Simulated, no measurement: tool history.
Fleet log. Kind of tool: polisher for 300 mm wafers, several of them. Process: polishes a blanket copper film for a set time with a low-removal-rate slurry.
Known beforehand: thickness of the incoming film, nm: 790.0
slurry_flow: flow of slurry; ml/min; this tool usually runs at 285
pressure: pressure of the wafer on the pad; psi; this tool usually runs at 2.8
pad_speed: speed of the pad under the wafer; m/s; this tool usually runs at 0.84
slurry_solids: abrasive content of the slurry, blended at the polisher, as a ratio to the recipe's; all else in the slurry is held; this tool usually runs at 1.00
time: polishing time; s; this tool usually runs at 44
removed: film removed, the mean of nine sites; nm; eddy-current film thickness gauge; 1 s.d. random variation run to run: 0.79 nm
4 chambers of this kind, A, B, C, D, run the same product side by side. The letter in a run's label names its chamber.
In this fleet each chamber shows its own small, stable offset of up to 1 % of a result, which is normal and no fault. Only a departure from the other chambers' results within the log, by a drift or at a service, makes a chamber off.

run,hour,slurry_flow,pressure,pad_speed,slurry_solids,time,wafers polished on this pad,hours since the slurry nozzle was cleaned,hours since the head pressure was calibrated,hours since the slurry blender was calibrated,removed
# hour 8.2: chamber D: head pressure recalibrated
# hour 8.8: chamber C: worn pad replaced by a new one
1A,10.1,285,2.8,0.84,1.00,44,682,382.8,356.8,16.2,93.514
# hour 20.4: chamber A: worn pad replaced by a new one
2C,21.7,285,2.8,0.84,1.00,44,189,79.8,328.0,38.6,92.331
3B,31.4,285,2.8,0.84,1.00,44,875,668.1,87.8,159.3,92.944
# hour 32.7: chamber D: worn pad replaced by a new one
# hour 40.0: chamber D: slurry blender recalibrated
# hour 41.8: chamber B: worn pad replaced by a new one
4D,42.9,285,2.8,0.84,1.00,44,149,273.6,34.8,2.9,91.943
# hour 45.0: chamber B: slurry blender recalibrated
5D,55.2,285,2.8,0.84,1.00,44,329,285.9,47.1,15.2,92.025
6C,66.6,285,2.8,0.84,1.00,44,846,124.7,372.9,83.5,91.822
# hour 67.6: chamber C: worn pad replaced by a new one
# hour 70.0: chamber A: worn pad replaced by a new one
7A,73.7,285,2.8,0.84,1.00,44,55,446.4,420.4,79.8,91.489
8B,80.4,285,2.8,0.84,1.00,44,565,717.1,136.8,35.4,93.385
# hour 82.1: chamber D: worn pad replaced by a new one
9B,90.1,285,2.8,0.84,1.00,44,707,726.8,146.5,45.1,93.587
10D,97.0,285,2.8,0.84,1.00,44,218,327.7,88.9,57.0,92.874
# hour 100.8: chamber A: head pressure recalibrated
# hour 103.5: chamber B: worn pad replaced by a new one
11A,107.2,285,2.8,0.84,1.00,44,545,479.9,6.5,113.3,91.771
# hour 117.9: chamber C: slurry nozzle cleaned
12C,119.0,285,2.8,0.84,1.00,44,752,1.2,425.3,135.9,92.481
13D,127.3,285,2.8,0.84,1.00,44,661,358.0,119.2,87.3,91.664
# hour 127.8: chamber B: slurry nozzle cleaned
# hour 128.8: chamber A: worn pad replaced by a new one
# hour 136.2: chamber C: worn pad replaced by a new one
14B,136.3,285,2.8,0.84,1.00,44,479,8.5,192.7,91.3,92.878
15A,142.7,285,2.8,0.84,1.00,44,203,515.4,42.0,148.8,90.520
# hour 144.6: chamber D: worn pad replaced by a new one
16C,152.0,285,2.8,0.84,1.00,44,232,34.2,458.3,168.9,92.493
17A,158.3,285,2.8,0.84,1.00,44,431,531.0,57.6,164.4,89.691
18C,167.8,285,1.9,0.84,1.00,39,463,50.0,474.1,184.7,55.354
# hour 174.9: chamber B: worn pad replaced by a new one
# hour 175.1: chamber A: worn pad replaced by a new one
19D,179.7,285,1.9,0.84,1.00,39,513,410.4,171.6,139.7,55.030
20B,191.2,285,1.9,0.84,1.00,39,238,63.4,247.6,146.2,55.948
# hour 193.6: chamber A: slurry blender recalibrated
21B,203.2,285,1.9,0.84,1.00,39,413,75.4,259.6,158.2,55.329
# hour 203.6: chamber C: worn pad replaced by a new one
# hour 206.6: chamber D: worn pad replaced by a new one
22D,215.6,285,2.8,0.84,1.00,44,131,446.3,207.5,175.6,92.686
# hour 221.3: chamber A: worn pad replaced by a new one
23A,227.9,285,2.8,0.84,1.00,44,97,600.6,127.2,34.3,89.815
24C,236.8,285,2.8,0.84,1.00,44,486,119.0,543.1,253.7,92.991
# hour 245.7: chamber B: slurry blender recalibrated
25D,247.5,285,2.8,1.00,0.75,44,598,478.2,239.4,207.5,103.160
# hour 248.3: chamber B: worn pad replaced by a new one
26B,256.7,285,2.8,1.00,0.75,44,122,128.9,313.1,11.1,106.320
27A,268.1,285,2.8,1.00,0.75,44,685,640.8,167.4,74.5,97.178

All 4 chambers run these settings next. Forecast each chamber's results:
28A,277.1,285,2.8,0.64,1.00,44,,,,,?
28B,277.1,285,2.8,0.64,1.00,44,,,,,?
28C,277.1,285,2.8,0.64,1.00,44,,,,,?
28D,277.1,285,2.8,0.64,1.00,44,,,,,?

run,removed
28A,65.619
28B,70.250
28C,69.432
28D,69.632
